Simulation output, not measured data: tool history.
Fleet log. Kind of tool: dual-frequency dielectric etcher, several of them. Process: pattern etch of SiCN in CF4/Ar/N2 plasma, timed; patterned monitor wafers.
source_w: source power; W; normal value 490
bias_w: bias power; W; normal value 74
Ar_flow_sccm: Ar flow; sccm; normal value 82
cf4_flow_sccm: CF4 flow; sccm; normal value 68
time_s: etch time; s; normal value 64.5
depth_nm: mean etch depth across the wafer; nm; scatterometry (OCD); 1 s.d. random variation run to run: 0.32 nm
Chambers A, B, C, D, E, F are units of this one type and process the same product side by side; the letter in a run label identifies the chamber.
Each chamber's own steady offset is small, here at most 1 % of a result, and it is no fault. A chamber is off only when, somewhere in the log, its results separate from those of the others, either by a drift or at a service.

run,day,source_w,bias_w,Ar_flow_sccm,cf4_flow_sccm,time_s,hours since the last wet clean,hours since the last source power generator calibration,hours since the last bias power generator calibration,hours since the last Ar flow controller change,hours since the last CF4 flow controller change,"read-back reference wafer on the same gauge, depth_nm",depth_nm
1F,0.162,490,74,82,68,64.5,140.1,4278.3,932.6,1303.6,4352.1,73.763,61.663
2C,0.450,490,74,82,68,64.5,152.7,1087.6,2575.5,1695.0,2215.9,73.913,62.524
3D,0.717,490,74,82,68,64.5,393.7,2511.3,1453.1,3730.5,1711.4,73.893,62.538
4A,0.912,490,74,82,68,64.5,182.7,2042.9,93.7,3239.6,2577.0,73.782,62.865
5E,1.104,490,74,82,68,64.5,179.7,1719.1,151.0,578.3,1434.8,73.801,61.976
6B,1.342,490,74,82,51,74.0,424.5,1181.2,521.1,2239.6,536.0,73.884,68.300
7F,1.479,490,74,82,51,74.0,171.7,4309.9,964.2,1335.2,4383.7,73.953,66.970
8D,1.675,490,74,82,51,74.0,416.7,2534.3,1476.1,3753.5,1734.4,73.880,68.666
9B,1.817,490,74,82,51,74.0,435.9,1192.6,532.5,2251.0,547.4,73.851,67.587
10E,2.021,490,74,82,51,74.0,201.7,1741.1,173.0,600.3,1456.8,73.769,68.033
11A,2.200,490,74,82,51,74.0,213.6,2073.8,124.6,3270.5,2607.9,73.779,68.530
12C,2.433,490,74,82,68,64.5,200.3,1135.2,2623.1,1742.6,2263.5,73.723,62.191
# day 2.554: chamber B: wet clean of the chamber
13E,2.688,490,74,82,68,64.5,217.7,1757.1,189.0,616.3,1472.8,73.856,62.265
14D,2.921,490,74,82,68,64.5,446.6,2564.2,1506.0,3783.4,1764.3,73.867,62.514
15A,3.146,490,74,82,68,64.5,236.3,2096.5,147.3,3293.2,2630.6,73.782,62.435
16B,3.321,490,74,82,83,64.5,18.5,1228.7,568.6,2287.1,583.5,73.885,64.073
17C,3.612,490,74,82,83,64.5,228.6,1163.5,2651.4,1770.9,2291.8,73.850,64.190
18F,3.867,490,74,82,83,64.5,229.0,4367.2,1021.5,1392.5,4441.0,73.764,63.500
19B,4.042,490,74,82,83,64.5,35.8,1246.0,585.9,2304.4,600.8,73.743,63.776
20C,4.246,490,74,82,83,64.5,243.8,1178.7,2666.6,1786.1,2307.0,73.785,64.266
21E,4.538,490,74,82,83,64.5,262.1,1801.5,233.4,660.7,1517.2,73.727,63.943
22F,4.833,490,74,82,68,64.5,252.2,4390.4,1044.7,1415.7,4464.2,73.899,61.775
23A,5.104,490,74,82,56,71.5,283.3,2143.5,194.3,3340.2,2677.6,73.773,66.253
24D,5.346,490,74,82,56,71.5,504.8,2622.4,1564.2,3841.6,1822.5,73.744,67.565
25F,5.625,490,74,82,56,71.5,271.2,4409.4,1063.7,1434.7,4483.2,73.742,66.602
26B,5.833,490,74,82,56,71.5,78.8,1289.0,628.9,2347.4,643.8,73.783,66.669
27A,5.992,490,74,82,56,71.5,304.6,2164.8,215.6,3361.5,2698.9,73.816,66.063
28C,6.188,490,74,82,56,71.5,290.4,1225.3,2713.2,1832.7,2353.6,73.732,67.097
29D,6.358,490,74,82,68,64.5,529.1,2646.7,1588.5,3865.9,1846.8,73.712,63.080
30E,6.592,420,74,82,58,64.5,311.4,1850.8,282.7,710.0,1566.5,73.880,53.237
31B,6.762,420,74,82,58,64.5,101.1,1311.3,651.2,2369.7,666.1,73.814,52.836
32F,7.029,420,74,82,58,64.5,304.9,4443.1,1097.4,1468.4,4516.9,73.818,52.093
33D,7.275,420,74,82,58,64.5,551.1,2668.7,1610.5,3887.9,1868.8,73.738,53.620
34C,7.496,420,74,82,58,64.5,321.8,1256.7,2744.6,1864.1,2385.0,73.831,53.617
35A,7.762,420,74,82,58,64.5,347.1,2207.3,258.1,3404.0,2741.4,73.749,51.616
36E,8.021,490,74,82,68,64.5,345.7,1885.1,317.0,744.3,1600.8,73.687,62.260
37A,8.188,490,74,82,68,64.5,357.3,2217.5,268.3,3414.2,2751.6,73.793,60.101

Next, all 6 chambers run the settings below, one line each with question marks for the results. What does each chamber give?
38A,8.400,490,74,82,75,64.5,,,,,,,?
38B,8.400,490,74,82,75,64.5,,,,,,,?
38C,8.400,490,74,82,75,64.5,,,,,,,?
38D,8.400,490,74,82,75,64.5,,,,,,,?
38E,8.400,490,74,82,75,64.5,,,,,,,?
38F,8.400,490,74,82,75,64.5,,,,,,,?

run,depth_nm
38A,60.606
38B,63.405
38C,63.096
38D,63.293
38E,62.868
38F,62.842

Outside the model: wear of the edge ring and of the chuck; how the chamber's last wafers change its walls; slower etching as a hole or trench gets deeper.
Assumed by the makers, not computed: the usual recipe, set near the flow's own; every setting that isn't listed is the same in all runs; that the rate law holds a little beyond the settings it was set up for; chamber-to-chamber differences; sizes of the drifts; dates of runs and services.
